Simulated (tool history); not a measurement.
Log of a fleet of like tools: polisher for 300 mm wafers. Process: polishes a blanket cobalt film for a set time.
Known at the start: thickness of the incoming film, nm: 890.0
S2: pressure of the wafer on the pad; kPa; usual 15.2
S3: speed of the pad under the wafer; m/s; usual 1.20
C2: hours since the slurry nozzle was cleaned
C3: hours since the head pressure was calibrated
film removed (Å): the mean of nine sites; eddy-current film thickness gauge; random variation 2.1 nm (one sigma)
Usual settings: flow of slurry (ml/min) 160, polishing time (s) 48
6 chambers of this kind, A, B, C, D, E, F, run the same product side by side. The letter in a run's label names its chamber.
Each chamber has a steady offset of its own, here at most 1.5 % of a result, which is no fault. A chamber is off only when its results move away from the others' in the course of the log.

{"hour": 0.5, "done": "chamber E: worn pad replaced by a new one"}
{"run": "1E", "hour": 15.1, "flow of slurry (ml/min)": 160, "S2": 15.2, "S3": 1.2, "polishing time (s)": 48, "wafers polished on this pad": 193, "C2": 456.0, "C3": 286.0, "film removed (Å)": 3149.9}
{"run": "2B", "hour": 22.4, "flow of slurry (ml/min)": 160, "S2": 15.2, "S3": 1.2, "polishing time (s)": 48, "wafers polished on this pad": 754, "C2": 110.2, "C3": 98.4, "film removed (Å)": 3129.2}
{"hour": 23.6, "done": "chamber C: worn pad replaced by a new one"}
{"run": "3C", "hour": 34.7, "flow of slurry (ml/min)": 160, "S2": 15.2, "S3": 1.2, "polishing time (s)": 48, "wafers polished on this pad": 147, "C2": 459.3, "C3": 355.5, "film removed (Å)": 3210.7}
{"run": "4D", "hour": 42.0, "flow of slurry (ml/min)": 160, "S2": 15.2, "S3": 1.2, "polishing time (s)": 48, "wafers polished on this pad": 968, "C2": 415.8, "C3": 516.1, "film removed (Å)": 3169.0}
{"hour": 54.5, "done": "chamber B: worn pad replaced by a new one"}
{"run": "5A", "hour": 54.8, "flow of slurry (ml/min)": 160, "S2": 15.2, "S3": 1.2, "polishing time (s)": 48, "wafers polished on this pad": 917, "C2": 150.6, "C3": 420.1, "film removed (Å)": 3113.5}
{"hour": 60.3, "done": "chamber D: worn pad replaced by a new one"}
{"hour": 64.1, "done": "chamber F: worn pad replaced by a new one"}
{"hour": 67.1, "done": "chamber A: worn pad replaced by a new one"}
{"run": "6F", "hour": 69.8, "flow of slurry (ml/min)": 160, "S2": 15.2, "S3": 1.2, "polishing time (s)": 48, "wafers polished on this pad": 76, "C2": 388.1, "C3": 428.8, "film removed (Å)": 3148.6}
{"run": "7E", "hour": 84.3, "flow of slurry (ml/min)": 160, "S2": 15.2, "S3": 1.2, "polishing time (s)": 48, "wafers polished on this pad": 1107, "C2": 525.2, "C3": 355.2, "film removed (Å)": 3119.6}
{"hour": 90.7, "done": "chamber E: worn pad replaced by a new one"}
{"run": "8D", "hour": 97.4, "flow of slurry (ml/min)": 160, "S2": 15.2, "S3": 1.2, "polishing time (s)": 48, "wafers polished on this pad": 490, "C2": 471.2, "C3": 571.5, "film removed (Å)": 3167.4}
{"run": "9C", "hour": 109.8, "flow of slurry (ml/min)": 160, "S2": 12.4, "S3": 1.2, "polishing time (s)": 42, "wafers polished on this pad": 1140, "C2": 534.4, "C3": 430.6, "film removed (Å)": 2250.2}
{"hour": 115.2, "done": "chamber C: worn pad replaced by a new one"}
{"run": "10F", "hour": 124.0, "flow of slurry (ml/min)": 160, "S2": 12.4, "S3": 1.2, "polishing time (s)": 42, "wafers polished on this pad": 792, "C2": 442.3, "C3": 483.0, "film removed (Å)": 2228.4}
{"hour": 130.0, "done": "chamber B: worn pad replaced by a new one"}
{"run": "11A", "hour": 133.0, "flow of slurry (ml/min)": 160, "S2": 12.4, "S3": 1.2, "polishing time (s)": 42, "wafers polished on this pad": 870, "C2": 228.8, "C3": 498.3, "film removed (Å)": 2255.2}
{"hour": 137.6, "done": "chamber D: worn pad replaced by a new one"}
{"hour": 144.2, "done": "chamber A: worn pad replaced by a new one"}
{"run": "12B", "hour": 145.1, "flow of slurry (ml/min)": 160, "S2": 12.4, "S3": 1.2, "polishing time (s)": 42, "wafers polished on this pad": 200, "C2": 232.9, "C3": 221.1, "film removed (Å)": 2257.8}
{"hour": 149.3, "done": "chamber F: worn pad replaced by a new one"}
{"run": "13A", "hour": 152.9, "flow of slurry (ml/min)": 160, "S2": 12.4, "S3": 1.2, "polishing time (s)": 42, "wafers polished on this pad": 115, "C2": 248.7, "C3": 518.2, "film removed (Å)": 2243.7}
{"run": "14D", "hour": 161.6, "flow of slurry (ml/min)": 160, "S2": 12.4, "S3": 1.2, "polishing time (s)": 42, "wafers polished on this pad": 317, "C2": 535.4, "C3": 635.7, "film removed (Å)": 2251.2}
{"hour": 173.0, "done": "chamber E: worn pad replaced by a new one"}
{"run": "15C", "hour": 174.4, "flow of slurry (ml/min)": 160, "S2": 15.2, "S3": 1.2, "polishing time (s)": 48, "wafers polished on this pad": 783, "C2": 599.0, "C3": 495.2, "film removed (Å)": 3176.4}
{"hour": 178.1, "done": "chamber C: slurry nozzle cleaned"}
{"run": "16B", "hour": 188.5, "flow of slurry (ml/min)": 160, "S2": 15.2, "S3": 1.2, "polishing time (s)": 48, "wafers polished on this pad": 773, "C2": 276.3, "C3": 264.5, "film removed (Å)": 3177.6}
{"run": "17E", "hour": 200.9, "flow of slurry (ml/min)": 160, "S2": 15.2, "S3": 1.2, "polishing time (s)": 48, "wafers polished on this pad": 369, "C2": 641.8, "C3": 471.8, "film removed (Å)": 3154.4}
{"hour": 206.0, "done": "chamber D: slurry nozzle cleaned"}
{"hour": 206.4, "done": "chamber C: worn pad replaced by a new one"}
{"hour": 210.0, "done": "chamber B: worn pad replaced by a new one"}
{"hour": 213.3, "done": "chamber A: head pressure recalibrated"}
{"run": "18F", "hour": 215.3, "flow of slurry (ml/min)": 160, "S2": 15.2, "S3": 1.2, "polishing time (s)": 48, "wafers polished on this pad": 873, "C2": 533.6, "C3": 574.3, "film removed (Å)": 3136.6}
{"hour": 217.1, "done": "chamber A: worn pad replaced by a new one"}
{"run": "19A", "hour": 224.5, "flow of slurry (ml/min)": 160, "S2": 15.2, "S3": 1.2, "polishing time (s)": 48, "wafers polished on this pad": 98, "C2": 320.3, "C3": 11.2, "film removed (Å)": 3140.6}
{"hour": 226.6, "done": "chamber D: worn pad replaced by a new one"}
{"run": "20D", "hour": 232.3, "flow of slurry (ml/min)": 160, "S2": 15.2, "S3": 1.2, "polishing time (s)": 48, "wafers polished on this pad": 76, "C2": 26.3, "C3": 706.4, "film removed (Å)": 3152.3}
{"hour": 239.1, "done": "chamber F: worn pad replaced by a new one"}
{"run": "21B", "hour": 244.5, "flow of slurry (ml/min)": 160, "S2": 10.3, "S3": 1.46, "polishing time (s)": 48, "wafers polished on this pad": 456, "C2": 332.3, "C3": 320.5, "film removed (Å)": 2594.4}
{"run": "22C", "hour": 257.0, "flow of slurry (ml/min)": 160, "S2": 10.3, "S3": 1.46, "polishing time (s)": 48, "wafers polished on this pad": 669, "C2": 78.9, "C3": 577.8, "film removed (Å)": 2670.3}
{"hour": 258.4, "done": "chamber A: slurry nozzle cleaned"}
{"hour": 264.0, "done": "chamber E: worn pad replaced by a new one"}
{"run": "23E", "hour": 271.1, "flow of slurry (ml/min)": 160, "S2": 10.3, "S3": 1.46, "polishing time (s)": 48, "wafers polished on this pad": 94, "C2": 712.0, "C3": 542.0, "film removed (Å)": 2606.7}
{"run": "24F", "hour": 280.7, "flow of slurry (ml/min)": 160, "S2": 10.3, "S3": 1.46, "polishing time (s)": 48, "wafers polished on this pad": 550, "C2": 599.0, "C3": 639.7, "film removed (Å)": 2700.6}
{"hour": 285.5, "done": "chamber B: worn pad replaced by a new one"}
{"run": "25F", "hour": 288.1, "flow of slurry (ml/min)": 160, "S2": 10.3, "S3": 1.46, "polishing time (s)": 48, "wafers polished on this pad": 648, "C2": 606.4, "C3": 647.1, "film removed (Å)": 2683.7}
{"hour": 290.4, "done": "chamber A: worn pad replaced by a new one"}
{"hour": 296.7, "done": "chamber C: worn pad replaced by a new one"}
{"hour": 300.0, "done": "chamber D: worn pad replaced by a new one"}
{"run": "26A", "hour": 302.3, "flow of slurry (ml/min)": 160, "S2": 10.3, "S3": 1.46, "polishing time (s)": 48, "wafers polished on this pad": 158, "C2": 44.0, "C3": 89.0, "film removed (Å)": 2586.6}
{"run": "27D", "hour": 316.8, "flow of slurry (ml/min)": 160, "S2": 15.2, "S3": 1.2, "polishing time (s)": 48, "wafers polished on this pad": 223, "C2": 110.8, "C3": 790.9, "film removed (Å)": 3139.1}
{"hour": 325.8, "done": "chamber F: worn pad replaced by a new one"}
{"run": "28C", "hour": 330.4, "flow of slurry (ml/min)": 160, "S2": 15.2, "S3": 1.2, "polishing time (s)": 48, "wafers polished on this pad": 445, "C2": 152.3, "C3": 651.2, "film removed (Å)": 3162.2}
{"hour": 335.4, "done": "chamber F: slurry nozzle cleaned"}
{"run": "29B", "hour": 339.4, "flow of slurry (ml/min)": 160, "S2": 15.2, "S3": 1.2, "polishing time (s)": 48, "wafers polished on this pad": 712, "C2": 427.2, "C3": 415.4, "film removed (Å)": 3175.6}
{"hour": 342.3, "done": "chamber E: worn pad replaced by a new one"}
{"run": "30E", "hour": 354.3, "flow of slurry (ml/min)": 160, "S2": 15.2, "S3": 1.2, "polishing time (s)": 48, "wafers polished on this pad": 158, "C2": 795.2, "C3": 625.2, "film removed (Å)": 3128.2}
{"run": "31B", "hour": 362.8, "flow of slurry (ml/min)": 160, "S2": 15.2, "S3": 1.2, "polishing time (s)": 48, "wafers polished on this pad": 1021, "C2": 450.6, "C3": 438.8, "film removed (Å)": 3103.5}
{"hour": 366.5, "done": "chamber A: worn pad replaced by a new one"}
{"hour": 372.1, "done": "chamber D: worn pad replaced by a new one"}
{"run": "32F", "hour": 376.7, "flow of slurry (ml/min)": 110, "S2": 17.9, "S3": 1.2, "polishing time (s)": 48, "wafers polished on this pad": 672, "C2": 41.3, "C3": 735.7, "film removed (Å)": 3707.1}
{"run": "33E", "hour": 387.8, "flow of slurry (ml/min)": 110, "S2": 17.9, "S3": 1.2, "polishing time (s)": 48, "wafers polished on this pad": 601, "C2": 828.7, "C3": 658.7, "film removed (Å)": 3424.5}
{"run": "34C", "hour": 397.6, "flow of slurry (ml/min)": 110, "S2": 17.9, "S3": 1.2, "polishing time (s)": 48, "wafers polished on this pad": 1333, "C2": 219.5, "C3": 718.4, "film removed (Å)": 3482.0}
{"run": "35A", "hour": 406.2, "flow of slurry (ml/min)": 110, "S2": 17.9, "S3": 1.2, "polishing time (s)": 48, "wafers polished on this pad": 524, "C2": 147.9, "C3": 192.9, "film removed (Å)": 3419.4}
{"run": "36D", "hour": 420.1, "flow of slurry (ml/min)": 110, "S2": 17.9, "S3": 1.2, "polishing time (s)": 48, "wafers polished on this pad": 634, "C2": 214.1, "C3": 894.2, "film removed (Å)": 3521.8}

What goes on in this fleet: one chamber off, a drifting gauge, or nothing beyond the chambers' own small offsets? Name the chamber and the cause, if any.

Chamber F drifts away from the others.
Cause: head's pressure above its setpoint, % = 8.82.

Here are 4 candidates for chamber F's next run, each the usual settings with a change, their results left as question marks. Which one brings its results back in line with what the others give on the usual settings?
In line means no further than this from the other chambers' mean on the usual settings: film removed (Å) 73.0
{"run": "37F-1", "hour": 431.2, "flow of slurry (ml/min)": 165, "S2": 15.2, "S3": 1.2, "polishing time (s)": 55, "film removed (Å)": "?"}
{"run": "37F-2", "hour": 431.2, "flow of slurry (ml/min)": 160, "S2": 15.9, "S3": 1.22, "polishing time (s)": 49, "film removed (Å)": "?"}
{"run": "37F-3", "hour": 431.2, "flow of slurry (ml/min)": 160, "S2": 15.2, "S3": 1.12, "polishing time (s)": 45, "film removed (Å)": "?"}
{"run": "37F-4", "hour": 431.2, "flow of slurry (ml/min)": 160, "S2": 14.5, "S3": 1.18, "polishing time (s)": 47, "film removed (Å)": "?"}

The other chambers' mean on the usual settings: film removed (Å) 3150.7
run=37F-1 film_removed_(Å)=3915.6
run=37F-2 film_removed_(Å)=3692.1
run=37F-3 film_removed_(Å)=2973.5
run=37F-4 film_removed_(Å)=3123.5
37F-4 brings the chamber back in line.
